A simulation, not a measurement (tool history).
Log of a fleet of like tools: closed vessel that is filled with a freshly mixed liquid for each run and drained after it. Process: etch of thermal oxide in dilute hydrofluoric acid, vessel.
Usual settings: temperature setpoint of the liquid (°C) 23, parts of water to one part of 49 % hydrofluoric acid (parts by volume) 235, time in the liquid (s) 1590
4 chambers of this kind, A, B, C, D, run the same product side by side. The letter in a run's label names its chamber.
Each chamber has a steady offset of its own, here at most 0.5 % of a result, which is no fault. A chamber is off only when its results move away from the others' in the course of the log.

run,hour,temperature setpoint of the liquid (°C),parts of water to one part of 49 % hydrofluoric acid (parts by volume),time in the liquid (s),hours since the thermometer was replaced,hours since the hydrofluoric acid flow meter was replaced,"read-back film thickness of the thermal oxide reference wafer, read on the same gauge (nm)",thickness taken off the thermal oxide on a monitor wafer (angstrom)
1B,7.1,23,235,1590,977.4,1463.7,50.013,272.55
2C,15,23,235,1590,687.5,881.8,49.983,270.72
3D,19.7,23,235,1590,708.7,405.9,49.974,276.05
4A,23.8,23,235,1590,1844.6,402.4,49.999,271.46
5B,31.3,23,235,1590,1001.6,1487.9,50.016,275.57
6C,37.8,23,235,1590,710.3,904.6,50.014,271.27
7D,42.9,23,235,1590,731.9,429.1,50.011,277.25
8A,47.2,23,235,1590,1868,425.8,50.028,274.18
9D,53.4,23,235,1590,742.4,439.6,50.011,270.24
10C,57.6,23,235,1590,730.1,924.4,50.018,274.51
11B,65.4,23,235,2310,1035.7,1522,50.007,396.25
12A,72.8,23,235,2310,1893.6,451.4,50.032,397.99
13C,77.3,23,235,2310,749.8,944.1,50.016,402.31
14D,81.6,23,235,2310,770.6,467.8,50.003,400.97
15A,85.1,23,335,1900,1905.9,463.7,50.002,211
16B,90.1,23,335,1900,1060.4,1546.7,50.017,211.3
17B,96.5,23,335,1900,1066.8,1553.1,50.019,204.77
18C,104.3,23,335,1900,776.8,971.1,50.003,203.88
19A,109.3,23,235,1590,1930.1,487.9,50.023,273.5
# hour 115.1: chamber B: hydrofluoric acid flow meter replaced
20D,116.3,23,235,1590,805.3,502.5,50.004,276.11
21D,120,23,235,1590,809,506.2,49.999,276.8
22C,126.8,23,235,1590,799.3,993.6,50.003,269.96
23B,131.6,23,235,1590,1101.9,16.5,49.996,274.1
24A,139.3,23,235,1590,1960.1,517.9,50.029,271.35
25D,145.8,23,235,1590,834.8,532,50.008,274.09
26B,153.2,23,235,1590,1123.5,38.1,49.989,273.98
# hour 156.2: chamber D: thermometer replaced
27A,158.9,25,315,1590,1979.7,537.5,50.018,200.49
28C,165.8,25,315,1590,838.3,1032.6,50.011,201.85
29D,171.4,25,315,1590,15.3,557.6,49.989,199.23
30B,176.7,25,315,1590,1147,61.6,50.004,200.83
31C,182.5,25.5,235,2000,855,1049.3,50.002,373.79
# hour 188.6: chamber A: hydrofluoric acid flow meter replaced
32A,189,25.5,235,2000,2009.8,0.4,49.988,377.25
33D,196.7,25.5,235,2000,40.6,582.9,49.986,378.74
34B,201.5,25.5,235,2000,1171.8,86.4,49.998,376.56

What goes on in this fleet: one chamber off, a drifting gauge, or nothing beyond the chambers' own small offsets? Name the chamber and the cause, if any.

No chamber stands off beyond its own small offset, and the gauge holds steady.

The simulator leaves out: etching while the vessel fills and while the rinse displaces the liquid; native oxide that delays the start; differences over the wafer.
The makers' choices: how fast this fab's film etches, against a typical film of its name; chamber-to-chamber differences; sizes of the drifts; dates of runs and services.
